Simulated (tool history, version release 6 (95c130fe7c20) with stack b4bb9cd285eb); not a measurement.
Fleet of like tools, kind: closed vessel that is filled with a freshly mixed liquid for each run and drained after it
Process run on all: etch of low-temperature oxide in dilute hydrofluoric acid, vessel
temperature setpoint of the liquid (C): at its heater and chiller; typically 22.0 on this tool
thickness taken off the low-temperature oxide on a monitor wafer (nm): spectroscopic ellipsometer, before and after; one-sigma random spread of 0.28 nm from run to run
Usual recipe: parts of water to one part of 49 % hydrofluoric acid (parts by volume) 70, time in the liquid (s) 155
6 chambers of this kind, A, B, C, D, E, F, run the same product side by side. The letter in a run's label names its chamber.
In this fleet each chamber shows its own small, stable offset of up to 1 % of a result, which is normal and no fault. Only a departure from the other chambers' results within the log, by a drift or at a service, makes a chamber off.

run    day  temperature setpoint of the liquid (C)  parts of water to one part of 49 % hydrofluoric acid (parts by volume)  time in the liquid (s)  hours since the thermometer was replaced  hours since the hydrofluoric acid flow meter was replaced  read-back film thickness of the low-temperature oxide reference wafer, read on the same gauge (nm)  thickness taken off the low-temperature oxide on a monitor wafer (nm)
 1E  0.150                                    22.0                                                                      70                     155                                    1328.6                                                      509.3                                                                                              120.05                                                                 30.836
 2F  0.433                                    22.0                                                                      70                     155                                     326.4                                                     1259.3                                                                                              120.00                                                                 30.579
 3A  0.683                                    22.0                                                                      70                     155                                     311.3                                                     1017.4                                                                                              119.96                                                                 30.427
 4D  0.938                                    22.0                                                                      70                     155                                    1144.2                                                      696.6                                                                                              119.99                                                                 30.303
 5C  1.200                                    22.0                                                                      70                     155                                    1105.8                                                      824.1                                                                                              120.01                                                                 30.326
 6B  1.354                                    22.0                                                                      70                     155                                     884.9                                                       39.7                                                                                              119.98                                                                 30.941
 7E  1.483                                    22.0                                                                      70                     155                                    1360.6                                                      541.3                                                                                              119.97                                                                 30.918
 8F  1.717                                    22.0                                                                      70                     155                                     357.2                                                     1290.1                                                                                              119.98                                                                 30.109
 9A  1.879                                    22.0                                                                      70                     155                                     340.0                                                     1046.1                                                                                              119.96                                                                 30.079
10B  2.088                                    22.0                                                                      45                      75                                     902.5                                                       57.3                                                                                              120.07                                                                 23.829
11C  2.250                                    22.0                                                                      45                      75                                    1131.0                                                      849.3                                                                                              120.01                                                                 23.255
12D  2.379                                    22.0                                                                      45                      75                                    1178.8                                                      731.2                                                                                              119.94                                                                 23.834
13D  2.567                                    22.0                                                                      45                      75                                    1183.3                                                      735.7                                                                                              120.02                                                                 23.863
14B  2.733                                    22.0                                                                      45                      75                                     918.0                                                       72.8                                                                                              120.02                                                                 23.982
15F  2.975                                    22.0                                                                      45                      75                                     387.4                                                     1320.3                                                                                              119.96                                                                 23.624
16C  3.221                                    22.0                                                                      70                     155                                    1154.3                                                      872.6                                                                                              120.03                                                                 29.951
17A  3.471                                    22.0                                                                      70                     155                                     378.2                                                     1084.3                                                                                              120.02                                                                 30.666
18E  3.642                                    25.0                                                                      70                      75                                    1412.4                                                      593.1                                                                                              119.98                                                                 16.712
19E  3.867                                    25.0                                                                      70                      75                                    1417.8                                                      598.5                                                                                              119.98                                                                 16.653
20C  4.075                                    25.0                                                                      70                      75                                    1174.8                                                      893.1                                                                                              120.05                                                                 16.258
21B  4.304                                    25.0                                                                      70                      75                                     955.7                                                      110.5                                                                                              120.02                                                                 16.917
22F  4.462                                    25.0                                                                      70                      75                                     423.1                                                     1356.0                                                                                              119.96                                                                 16.821
23D  4.642                                    25.0                                                                      70                      75                                    1233.1                                                      785.5                                                                                              120.05                                                                 16.755
24A  4.796                                    22.0                                                                      70                     155                                     410.0                                                     1116.1                                                                                              119.97                                                                 30.421
     4.808  -- chamber D: hydrofluoric acid flow meter replaced
25B  5.050                                    22.0                                                                      70                     155                                     973.6                                                      128.4                                                                                              119.98                                                                 31.018
26F  5.279                                    22.0                                                                      70                     155                                     442.7                                                     1375.6                                                                                              120.04                                                                 30.901
27A  5.512                                    22.0                                                                      70                     155                                     427.2                                                     1133.3                                                                                              120.03                                                                 30.361
28D  5.775                                    22.0                                                                      70                     155                                    1260.3                                                       23.2                                                                                              119.99                                                                 30.858
29C  6.067                                    22.0                                                                      70                     155                                    1222.6                                                      940.9                                                                                              119.96                                                                 29.290
30E  6.250                                    22.0                                                                      70                     155                                    1475.0                                                      655.7                                                                                              120.05                                                                 30.529
31B  6.542                                    22.0                                                                      70                     155                                    1009.4                                                      164.2                                                                                              119.98                                                                 30.601
     6.675  -- chamber F: hydrofluoric acid flow meter replaced
32C  6.817                                    22.0                                                                      70                     155                                    1240.6                                                      958.9                                                                                              119.97                                                                 28.767
33A  7.083                                    22.0                                                                      70                     155                                     464.9                                                     1171.0                                                                                              120.00                                                                 30.300
34E  7.354                                    22.0                                                                      70                     155                                    1501.5                                                      682.2                                                                                              119.99                                                                 30.254
35F  7.583                                    22.0                                                                      70                     155                                     498.0                                                       21.9                                                                                              120.05                                                                 30.258
36D  7.712                                    22.0                                                                      70                     155                                    1306.8                                                       69.7                                                                                              120.01                                                                 30.803
37E  7.838                                    22.0                                                                      70                     155                                    1513.1                                                      693.8                                                                                              119.99                                                                 30.803
38B  8.104                                    26.0                                                                      80                     155                                    1046.9                                                      201.7                                                                                              119.99                                                                 30.905
39F  8.283                                    26.0                                                                      80                     155                                     514.8                                                       38.7                                                                                              120.05                                                                 30.677
40D  8.500                                    26.0                                                                      80                     155                                    1325.7                                                       88.6                                                                                              120.01                                                                 31.086
41C  8.700                                    26.0                                                                      80                     155                                    1285.8                                                     1004.1                                                                                              120.03                                                                 28.837

Each of the 6 chambers runs these same settings next. Fill in every chamber's results:
42A  8.912                                    25.5                                                                      70                     155                                                                                                                                                                                                                                                                               ?
42B  8.912                                    25.5                                                                      70                     155                                                                                                                                                                                                                                                                               ?
42C  8.912                                    25.5                                                                      70                     155                                                                                                                                                                                                                                                                               ?
42D  8.912                                    25.5                                                                      70                     155                                                                                                                                                                                                                                                                               ?
42E  8.912                                    25.5                                                                      70                     155                                                                                                                                                                                                                                                                               ?
42F  8.912                                    25.5                                                                      70                     155                                                                                                                                                                                                                                                                               ?

run  thickness taken off the low-temperature oxide on a monitor wafer (nm)
42A                                                                 35.054
42B                                                                 35.433
42C                                                                 32.245
42D                                                                 35.566
42E                                                                 35.295
42F                                                                 35.266
